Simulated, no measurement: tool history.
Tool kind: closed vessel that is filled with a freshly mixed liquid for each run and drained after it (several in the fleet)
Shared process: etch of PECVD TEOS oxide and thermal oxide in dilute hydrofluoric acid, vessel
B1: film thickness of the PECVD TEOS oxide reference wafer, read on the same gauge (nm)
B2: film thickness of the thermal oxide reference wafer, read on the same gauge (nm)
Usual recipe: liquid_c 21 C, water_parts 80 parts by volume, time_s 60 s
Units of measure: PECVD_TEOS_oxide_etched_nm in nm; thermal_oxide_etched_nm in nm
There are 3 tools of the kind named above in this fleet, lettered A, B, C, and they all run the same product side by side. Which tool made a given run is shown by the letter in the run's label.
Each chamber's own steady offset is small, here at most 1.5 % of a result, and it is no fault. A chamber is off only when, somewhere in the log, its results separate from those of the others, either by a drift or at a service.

Run 1B, hour 10.2: usual settings; B1 150.01; B2 110. Result: PECVD_TEOS_oxide_etched_nm 16.43 nm, thermal_oxide_etched_nm 3.1832 nm.
Run 2C, hour 21.5: usual settings; B1 150.01; B2 109.98. Result: PECVD_TEOS_oxide_etched_nm 16.322 nm, thermal_oxide_etched_nm 3.1527 nm.
Run 3A, hour 30.6: usual settings; B1 149.95; B2 109.98. Result: PECVD_TEOS_oxide_etched_nm 16.143 nm, thermal_oxide_etched_nm 3.1432 nm.
Run 4B, hour 37.1: usual settings; B1 149.98; B2 110. Result: PECVD_TEOS_oxide_etched_nm 16.468 nm, thermal_oxide_etched_nm 3.1415 nm.
At hour 39.7: chamber B: hydrofluoric acid flow meter replaced.
Run 5A, hour 43.3: usual settings; B1 149.97; B2 110.01. Result: PECVD_TEOS_oxide_etched_nm 16.153 nm, thermal_oxide_etched_nm 3.184 nm.
Run 6C, hour 51: usual settings; B1 150.02; B2 110.03. Result: PECVD_TEOS_oxide_etched_nm 16.329 nm, thermal_oxide_etched_nm 3.1827 nm.
Run 7B, hour 57.1: usual settings; B1 150; B2 109.99. Result: PECVD_TEOS_oxide_etched_nm 16.471 nm, thermal_oxide_etched_nm 3.193 nm.
Run 8C, hour 63.7: usual settings but time_s 40 s; B1 150.03; B2 109.99. Result: PECVD_TEOS_oxide_etched_nm 11.069 nm, thermal_oxide_etched_nm 2.1363 nm.
Run 9A, hour 69.3: usual settings but time_s 40 s; B1 150.01; B2 110.02. Result: PECVD_TEOS_oxide_etched_nm 10.739 nm, thermal_oxide_etched_nm 2.0763 nm.
Run 10A, hour 74.4: usual settings but time_s 40 s; B1 149.99; B2 110. Result: PECVD_TEOS_oxide_etched_nm 10.73 nm, thermal_oxide_etched_nm 2.0946 nm.
Run 11C, hour 80.1: usual settings; B1 150; B2 110.06. Result: PECVD_TEOS_oxide_etched_nm 16.458 nm, thermal_oxide_etched_nm 3.1638 nm.
Run 12B, hour 90.5: usual settings; B1 149.99; B2 109.97. Result: PECVD_TEOS_oxide_etched_nm 16.5 nm, thermal_oxide_etched_nm 3.1709 nm.
Run 13C, hour 95.6: usual settings; B1 150; B2 110.02. Result: PECVD_TEOS_oxide_etched_nm 16.364 nm, thermal_oxide_etched_nm 3.1541 nm.
Run 14A, hour 104.2: usual settings; B1 149.98; B2 110.05. Result: PECVD_TEOS_oxide_etched_nm 16.234 nm, thermal_oxide_etched_nm 3.162 nm.
Run 15B, hour 114.1: usual settings; B1 149.98; B2 110.01. Result: PECVD_TEOS_oxide_etched_nm 16.565 nm, thermal_oxide_etched_nm 3.154 nm.
Run 16B, hour 123.4: usual settings but water_parts 110 parts by volume, time_s 75 s; B1 149.96; B2 109.97. Result: PECVD_TEOS_oxide_etched_nm 14.679 nm, thermal_oxide_etched_nm 2.7653 nm.
Run 17A, hour 128.8: usual settings but water_parts 110 parts by volume, time_s 75 s; B1 150.01; B2 110.02. Result: PECVD_TEOS_oxide_etched_nm 14.146 nm, thermal_oxide_etched_nm 2.7904 nm.
Run 18C, hour 136.2: usual settings but water_parts 110 parts by volume, time_s 75 s; B1 149.95; B2 110. Result: PECVD_TEOS_oxide_etched_nm 14.476 nm, thermal_oxide_etched_nm 2.7566 nm.
Run 19C, hour 143.8: usual settings; B1 149.97; B2 110. Result: PECVD_TEOS_oxide_etched_nm 16.454 nm, thermal_oxide_etched_nm 3.1952 nm.
Run 20A, hour 154.9: usual settings; B1 150.01; B2 110.01. Result: PECVD_TEOS_oxide_etched_nm 16.191 nm, thermal_oxide_etched_nm 3.1657 nm.
Run 21B, hour 165.2: usual settings; B1 150.03; B2 110.04. Result: PECVD_TEOS_oxide_etched_nm 16.561 nm, thermal_oxide_etched_nm 3.1492 nm.
Run 22B, hour 170.7: usual settings but liquid_c 17 C, time_s 75 s; B1 149.98; B2 110.04. Result: PECVD_TEOS_oxide_etched_nm 17.591 nm, thermal_oxide_etched_nm 3.3752 nm.
Run 23C, hour 181: usual settings but liquid_c 17 C, time_s 75 s; B1 150; B2 110.01. Result: PECVD_TEOS_oxide_etched_nm 17.405 nm, thermal_oxide_etched_nm 3.3327 nm.
Run 24A, hour 191.8: usual settings but liquid_c 17 C, time_s 75 s; B1 150.04; B2 109.99. Result: PECVD_TEOS_oxide_etched_nm 17.117 nm, thermal_oxide_etched_nm 3.2602 nm.
Run 25B, hour 201.8: usual settings; B1 149.97; B2 110.03. Result: PECVD_TEOS_oxide_etched_nm 16.474 nm, thermal_oxide_etched_nm 3.1336 nm.
Run 26C, hour 213.2: usual settings; B1 149.97; B2 110.01. Result: PECVD_TEOS_oxide_etched_nm 16.329 nm, thermal_oxide_etched_nm 3.1308 nm.
Run 27A, hour 222.5: usual settings; B1 149.99; B2 110.01. Result: PECVD_TEOS_oxide_etched_nm 16.175 nm, thermal_oxide_etched_nm 3.1465 nm.
Run 28C, hour 230: usual settings; B1 150.02; B2 110. Result: PECVD_TEOS_oxide_etched_nm 16.478 nm, thermal_oxide_etched_nm 3.1576 nm.
At hour 234.3: chamber A: hydrofluoric acid flow meter replaced.
Run 29B, hour 238.1: usual settings; B1 150; B2 110. Result: PECVD_TEOS_oxide_etched_nm 16.619 nm, thermal_oxide_etched_nm 3.2104 nm.
Run 30A, hour 247.8: usual settings; B1 150.02; B2 110.01. Result: PECVD_TEOS_oxide_etched_nm 16.178 nm, thermal_oxide_etched_nm 3.1734 nm.
Run 31B, hour 255.3: usual settings; B1 150; B2 110. Result: PECVD_TEOS_oxide_etched_nm 16.563 nm, thermal_oxide_etched_nm 3.1904 nm.

The same settings go to every chamber for the next run, one line per chamber below. Forecast the results for each:
Run 32A, hour 263.6: usual settings but liquid_c 25.5 C. Result: PECVD_TEOS_oxide_etched_nm ?, thermal_oxide_etched_nm ?.
Run 32B, hour 263.6: usual settings but liquid_c 25.5 C. Result: PECVD_TEOS_oxide_etched_nm ?, thermal_oxide_etched_nm ?.
Run 32C, hour 263.6: usual settings but liquid_c 25.5 C. Result: PECVD_TEOS_oxide_etched_nm ?, thermal_oxide_etched_nm ?.

run  PECVD_TEOS_oxide_etched_nm  thermal_oxide_etched_nm
32A                      19.442                   3.7877
32B                      19.663                   3.8373
32C                      19.803                   3.8304

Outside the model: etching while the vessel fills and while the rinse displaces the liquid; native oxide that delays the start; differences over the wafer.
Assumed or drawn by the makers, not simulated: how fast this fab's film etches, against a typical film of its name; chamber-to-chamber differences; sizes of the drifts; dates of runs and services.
